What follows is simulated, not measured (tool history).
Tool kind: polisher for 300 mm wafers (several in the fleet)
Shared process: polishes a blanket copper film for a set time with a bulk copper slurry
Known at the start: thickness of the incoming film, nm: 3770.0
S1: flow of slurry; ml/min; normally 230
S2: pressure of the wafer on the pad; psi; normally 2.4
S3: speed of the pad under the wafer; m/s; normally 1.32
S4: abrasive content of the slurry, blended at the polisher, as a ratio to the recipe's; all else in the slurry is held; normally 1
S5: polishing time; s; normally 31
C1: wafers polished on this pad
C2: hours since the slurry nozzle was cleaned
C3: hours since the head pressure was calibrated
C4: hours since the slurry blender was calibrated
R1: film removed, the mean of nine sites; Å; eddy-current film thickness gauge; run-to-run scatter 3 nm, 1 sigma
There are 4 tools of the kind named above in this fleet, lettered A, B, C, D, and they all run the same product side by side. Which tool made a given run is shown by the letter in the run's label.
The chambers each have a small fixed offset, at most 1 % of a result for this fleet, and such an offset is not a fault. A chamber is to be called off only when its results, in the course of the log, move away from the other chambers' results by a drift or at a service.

run   hour   S1   S2    S3  S4  S5    C1     C2     C3     C4      R1
 1B    8.5  230  2.4  1.32   1  31   773   21.9  488.8   50.8  3572.5
      15.1  -- chamber C: worn pad replaced by a new one
 2A   19.1  230  2.4  1.32   1  31   527  372.2   37.3   26.7  3690.6
      28.5  -- chamber A: slurry nozzle cleaned
 3C   30.0  230  2.4  1.32   1  31   255  193.2  433.7  102.9  3637.0
      31.9  -- chamber B: worn pad replaced by a new one
 4D   39.0  230  2.4  1.32   1  31   922  194.7   61.0  108.4  3637.2
      42.5  -- chamber A: worn pad replaced by a new one
      46.3  -- chamber D: worn pad replaced by a new one
 5A   46.5  230  2.4  1.32   1  31    69   18.0   64.7   54.1  3681.3
 6D   57.0  230  2.4  1.32   1  31   183  212.7   79.0  126.4  3584.4
      58.3  -- chamber D: slurry nozzle cleaned
 7C   72.6  230  2.4  1.32   1  31   983  235.8  476.3  145.5  3653.7
 8B   87.4  230  2.4  1.32   1  31   949  100.8  567.7  129.7  3662.5
      99.8  -- chamber C: worn pad replaced by a new one
 9B  100.1  230  2.4  1.32   1  31  1165  113.5  580.4  142.4  3587.6
     105.2  -- chamber D: worn pad replaced by a new one
     105.9  -- chamber A: worn pad replaced by a new one
     107.2  -- chamber B: worn pad replaced by a new one
10D  109.2  230  2.4  1.32   1  31    69   50.9  131.2  178.6  3639.6
11A  124.0  230  2.4  1.32   1  31   309   95.5  142.2  131.6  3674.4
     126.1  -- chamber A: slurry blender recalibrated
12C  133.3  230  2.4  1.32   1  31   572  296.5  537.0  206.2  3640.2
     144.7  -- chamber C: slurry blender recalibrated
13A  144.9  230  2.4  1.32   1  31   666  116.4  163.1   18.9  3708.1
     158.8  -- chamber D: worn pad replaced by a new one
14C  161.1  230  2.4  1.32   1  31  1047  324.3  564.8   16.4  3682.0
     165.6  -- chamber A: worn pad replaced by a new one
15D  175.4  230  2.4  1.32   1  31   283  117.1  197.4  244.8  3613.0
     176.3  -- chamber C: worn pad replaced by a new one
     180.8  -- chamber B: worn pad replaced by a new one
     187.0  -- chamber C: slurry nozzle cleaned
     187.4  -- chamber C: head pressure recalibrated
16B  190.0  230  2.4  1.58   1  31   158  203.4  670.3  232.3  4132.1
17A  197.3  230  2.4  1.58   1  31   541  168.8  215.5   71.3  4336.8
18B  209.5  230  2.4  1.58   1  31   491  222.9  689.8  251.8  4148.3
     210.2  -- chamber D: worn pad replaced by a new one
19C  224.3  230  2.4  1.58   1  31   820   37.4   36.9   79.6  4299.9
     225.7  -- chamber A: worn pad replaced by a new one
20D  234.2  230  2.4  1.32   1  31   409  175.9  256.2  303.6  3649.4
     243.8  -- chamber C: worn pad replaced by a new one
21A  244.8  230  2.4  1.32   1  31   327  216.3  263.0  118.8  3615.3
     254.6  -- chamber B: worn pad replaced by a new one
22D  255.1  230  2.4  1.66   1  31   766  196.8  277.1  324.5  4549.5
23C  262.4  230  2.4  1.66   1  31   318   75.5   75.0  117.7  4597.8
24B  276.2  230  2.4  1.66   1  31   370  289.6  756.5  318.5  4216.4

Has any chamber moved away from the others, gradually or after a service, or does the common gauge drift, or do the chambers differ only by their own small steady offsets? State the chamber and the most likely cause if one applies.

Chamber B drifts away from the others.
Likeliest cause: abrasive missing from the slurry, % = 33.4.
With only this log, it may be confused with: slurry flow missing at the pad, %; head's pressure below its setpoint, %.

Chamber B could run next with any of the 4 candidate recipes listed below; each alters the usual settings, and their results appear as question marks. Which one brings its results back in line with what the other chambers deliver on the usual settings?
A result is in line if it is within this distance of the other chambers' mean on the usual settings: R1 100.0 Å
25B-1  288.2  230  2.5  1.36   1  32                   ?
25B-2  288.2  235  2.6  1.32   1  34                   ?
25B-3  288.2  230  2.4  1.20   1  31                   ?
25B-4  288.2  230  2.4  1.22   1  28                   ?

Average result of the remaining chambers running the usual settings: R1 3637.1 Å
  run      R1
25B-1  3676.9
25B-2  3952.1
25B-3  3019.4
25B-4  2772.6
It is 25B-1 that realigns the chamber with its peers.

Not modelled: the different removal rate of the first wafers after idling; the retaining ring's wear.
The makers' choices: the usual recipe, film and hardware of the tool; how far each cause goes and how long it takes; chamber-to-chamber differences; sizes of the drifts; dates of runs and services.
